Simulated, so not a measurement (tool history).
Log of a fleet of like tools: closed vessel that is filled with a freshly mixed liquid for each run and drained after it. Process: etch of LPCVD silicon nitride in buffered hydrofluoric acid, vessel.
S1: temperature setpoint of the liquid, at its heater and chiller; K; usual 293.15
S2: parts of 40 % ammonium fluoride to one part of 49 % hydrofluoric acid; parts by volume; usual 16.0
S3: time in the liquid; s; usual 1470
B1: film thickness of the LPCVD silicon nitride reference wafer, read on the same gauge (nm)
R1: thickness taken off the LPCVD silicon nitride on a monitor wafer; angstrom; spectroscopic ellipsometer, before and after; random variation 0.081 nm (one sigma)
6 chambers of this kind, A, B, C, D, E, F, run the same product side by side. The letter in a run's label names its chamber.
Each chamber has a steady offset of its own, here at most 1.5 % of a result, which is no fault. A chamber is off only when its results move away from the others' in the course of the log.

| run | hour | S1 | S2 | S3 | B1 | R1 |
|---|---|---|---|---|---|---|
|  | 3.7 | chamber B: thermometer replaced |
|  | 5.9 | chamber F: hydrofluoric acid flow meter replaced |
| 1E | 6.2 | 293.15 | 16.0 | 1470 | 109.98 | 92.937 |
| 2F | 15.4 | 293.15 | 16.0 | 1470 | 110.00 | 92.872 |
| 3C | 24.5 | 293.15 | 16.0 | 1470 | 110.00 | 94.833 |
| 4D | 30.1 | 293.15 | 16.0 | 1470 | 109.96 | 91.701 |
|  | 32.7 | chamber C: hydrofluoric acid flow meter replaced |
| 5A | 35.4 | 293.15 | 16.0 | 1470 | 109.96 | 93.518 |
|  | 41.4 | chamber E: hydrofluoric acid flow meter replaced |
| 6B | 45.1 | 293.15 | 16.0 | 1470 | 110.02 | 93.306 |
| 7E | 50.6 | 293.15 | 16.0 | 1470 | 110.00 | 93.832 |
| 8B | 60.0 | 293.15 | 16.0 | 1470 | 110.00 | 92.597 |
| 9F | 66.7 | 293.15 | 16.0 | 1470 | 110.01 | 93.966 |
| 10C | 72.0 | 298.15 | 16.0 | 2325 | 110.00 | 193.430 |
| 11A | 79.3 | 298.15 | 16.0 | 2325 | 110.02 | 190.810 |
| 12D | 87.6 | 298.15 | 16.0 | 2325 | 110.02 | 192.400 |
| 13E | 93.4 | 298.15 | 16.0 | 2325 | 109.98 | 196.440 |
| 14A | 99.0 | 298.15 | 16.0 | 2325 | 109.99 | 191.010 |
| 15B | 105.8 | 298.15 | 16.0 | 2325 | 109.99 | 191.580 |
| 16F | 112.6 | 293.15 | 16.0 | 1470 | 109.97 | 92.380 |
| 17D | 122.7 | 293.15 | 16.0 | 1470 | 109.99 | 94.418 |
| 18C | 132.1 | 293.15 | 16.0 | 1470 | 110.03 | 92.328 |
| 19C | 140.9 | 293.15 | 10.5 | 1470 | 110.01 | 138.370 |
| 20E | 149.9 | 293.15 | 10.5 | 1470 | 110.00 | 143.770 |
|  | 153.8 | chamber C: thermometer replaced |
| 21B | 155.8 | 293.15 | 10.5 | 1470 | 109.99 | 138.460 |
|  | 156.4 | chamber D: hydrofluoric acid flow meter replaced |
| 22D | 161.1 | 293.15 | 10.5 | 1470 | 110.00 | 139.140 |
| 23A | 167.9 | 293.15 | 10.5 | 1470 | 109.99 | 133.700 |
| 24F | 174.9 | 293.15 | 10.5 | 1470 | 110.00 | 142.040 |
| 25C | 180.7 | 293.15 | 16.0 | 1470 | 110.00 | 93.496 |
| 26E | 187.8 | 293.15 | 16.0 | 1470 | 109.98 | 92.446 |
| 27D | 195.4 | 293.15 | 16.0 | 1470 | 110.02 | 93.682 |
| 28B | 202.1 | 293.15 | 16.0 | 1470 | 109.98 | 92.909 |
| 29F | 207.3 | 293.15 | 20.5 | 1950 | 110.01 | 96.619 |
| 30A | 215.0 | 293.15 | 20.5 | 1950 | 110.02 | 95.038 |
| 31C | 221.5 | 293.15 | 20.5 | 1950 | 110.03 | 97.720 |
| 32F | 231.0 | 293.15 | 20.5 | 1950 | 110.04 | 97.065 |
| 33A | 237.4 | 293.15 | 20.5 | 1950 | 110.05 | 91.313 |
| 34E | 245.2 | 293.15 | 20.5 | 1950 | 110.02 | 96.397 |
| 35B | 255.2 | 293.15 | 16.0 | 1470 | 109.99 | 91.494 |
| 36D | 264.2 | 293.15 | 16.0 | 1470 | 110.00 | 93.533 |
| 37D | 272.3 | 293.15 | 16.0 | 1470 | 110.02 | 92.789 |
| 38E | 282.3 | 293.15 | 16.0 | 1470 | 109.97 | 92.820 |
| 39F | 288.1 | 293.15 | 16.0 | 1470 | 110.02 | 92.308 |
| 40C | 294.4 | 293.15 | 16.0 | 1470 | 110.00 | 92.858 |
| 41A | 300.8 | 293.15 | 16.0 | 1470 | 110.03 | 83.271 |
| 42B | 307.1 | 293.15 | 16.0 | 1470 | 109.98 | 94.043 |
| 43A | 313.1 | 293.15 | 12.5 | 1470 | 110.04 | 106.490 |

Is one chamber off against the others, does the gauge drift, or is nothing wrong? If a chamber is off, say which, and what the likeliest cause is.

Chamber A drifts away from the others.
Cause: hydrofluoric acid flow below the setpoint (%) = 10.9.
The log may not tell that from: liquid colder than its thermometer reads (K).

Here are 4 candidates for chamber A's next run, each the usual settings with a change, their results left as question marks. Which one brings its results back in line with what the others give on the usual settings?
In line means no further than this from the other chambers' mean on the usual settings: R1 2.800 angstrom
| 44A-1 | 320.7 | 292.15 | 16.0 | 1470 |  | ? |
| 44A-2 | 320.7 | 294.15 | 16.0 | 1470 |  | ? |
| 44A-3 | 320.7 | 295.15 | 16.0 | 1470 |  | ? |
| 44A-4 | 320.7 | 293.15 | 16.5 | 1380 |  | ? |

The other chambers' mean on the usual settings: R1 92.956 angstrom
| run | R1 |
|---|---|
| 44A-1 | 79.332 |
| 44A-2 | 88.955 |
| 44A-3 | 94.090 |
| 44A-4 | 76.526 |
44A-3 brings the chamber back in line.
